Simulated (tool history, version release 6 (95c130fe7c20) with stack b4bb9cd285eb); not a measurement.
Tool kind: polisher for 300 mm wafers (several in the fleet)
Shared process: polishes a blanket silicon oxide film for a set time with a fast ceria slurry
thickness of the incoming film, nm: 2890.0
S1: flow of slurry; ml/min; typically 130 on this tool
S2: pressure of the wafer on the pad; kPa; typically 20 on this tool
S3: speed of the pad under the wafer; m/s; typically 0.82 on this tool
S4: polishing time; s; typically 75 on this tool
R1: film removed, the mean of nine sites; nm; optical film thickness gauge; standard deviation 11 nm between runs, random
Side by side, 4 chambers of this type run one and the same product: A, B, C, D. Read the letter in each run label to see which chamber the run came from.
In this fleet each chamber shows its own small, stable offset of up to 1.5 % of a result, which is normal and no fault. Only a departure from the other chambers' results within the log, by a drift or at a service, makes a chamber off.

run	hour	S1	S2	S3	S4	R1
1B	8.4	130	20	0.82	75	883.37
2A	14	130	20	0.82	75	908.8
3D	22.2	130	20	0.82	75	923.41
4C	28.2	130	20	0.82	75	922.92
5B	33.1	130	20	0.82	75	901.57
6D	42.1	130	20	0.82	75	934.33
7A	47.6	130	20	0.82	90	1099.4
8C	56.2	130	20	0.82	90	1090.7
9B	62.4	130	20	0.82	90	1092.6
10C	68.9	130	20	0.82	90	1088.1
11D	73.5	130	20	0.82	75	906.99
12A	78.2	130	20	0.82	75	920.56
# hour 86: chamber D: worn pad replaced by a new one
13D	86.8	130	20	0.82	75	907.52
# hour 91: chamber B: worn pad replaced by a new one
# hour 91.5: chamber C: head pressure recalibrated
# hour 94.7: chamber C: worn pad replaced by a new one
14B	95.4	130	20	0.82	75	910.39
15A	100.7	130	20	0.82	75	929.83
# hour 101.1: chamber B: slurry nozzle cleaned
16C	108.9	130	20	0.82	75	901.62
17D	117.1	155	16.5	0.82	75	783.04
18C	125.5	155	16.5	0.82	75	777.06
# hour 129: chamber D: head pressure recalibrated
19B	134.5	155	16.5	0.82	75	790.08
20A	141.9	155	16.5	0.82	75	779.18
# hour 146.1: chamber A: worn pad replaced by a new one
21C	147.8	130	20	0.82	75	929.7
22B	157	160	20	0.82	75	931.58
23A	165	160	20	0.82	75	930.11
24D	172.5	160	20	0.82	75	934.98
25A	179.4	160	20	0.82	75	954.7
26C	184.8	130	20	0.82	75	899.73
27D	189.6	130	20	0.82	75	913.98
# hour 191.7: chamber D: slurry nozzle cleaned
28B	197.1	130	20	0.82	75	902.36
29D	202	130	20	0.82	75	936.64
30B	206.5	130	20	0.82	52	630.03

Next, all 4 chambers run the settings below, one line each with question marks for the results. What does each chamber give?
31A	213.1	130	20	0.82	75	?
31B	213.1	130	20	0.82	75	?
31C	213.1	130	20	0.82	75	?
31D	213.1	130	20	0.82	75	?

run	R1
31A	905.79
31B	881.84
31C	924.24
31D	915.73

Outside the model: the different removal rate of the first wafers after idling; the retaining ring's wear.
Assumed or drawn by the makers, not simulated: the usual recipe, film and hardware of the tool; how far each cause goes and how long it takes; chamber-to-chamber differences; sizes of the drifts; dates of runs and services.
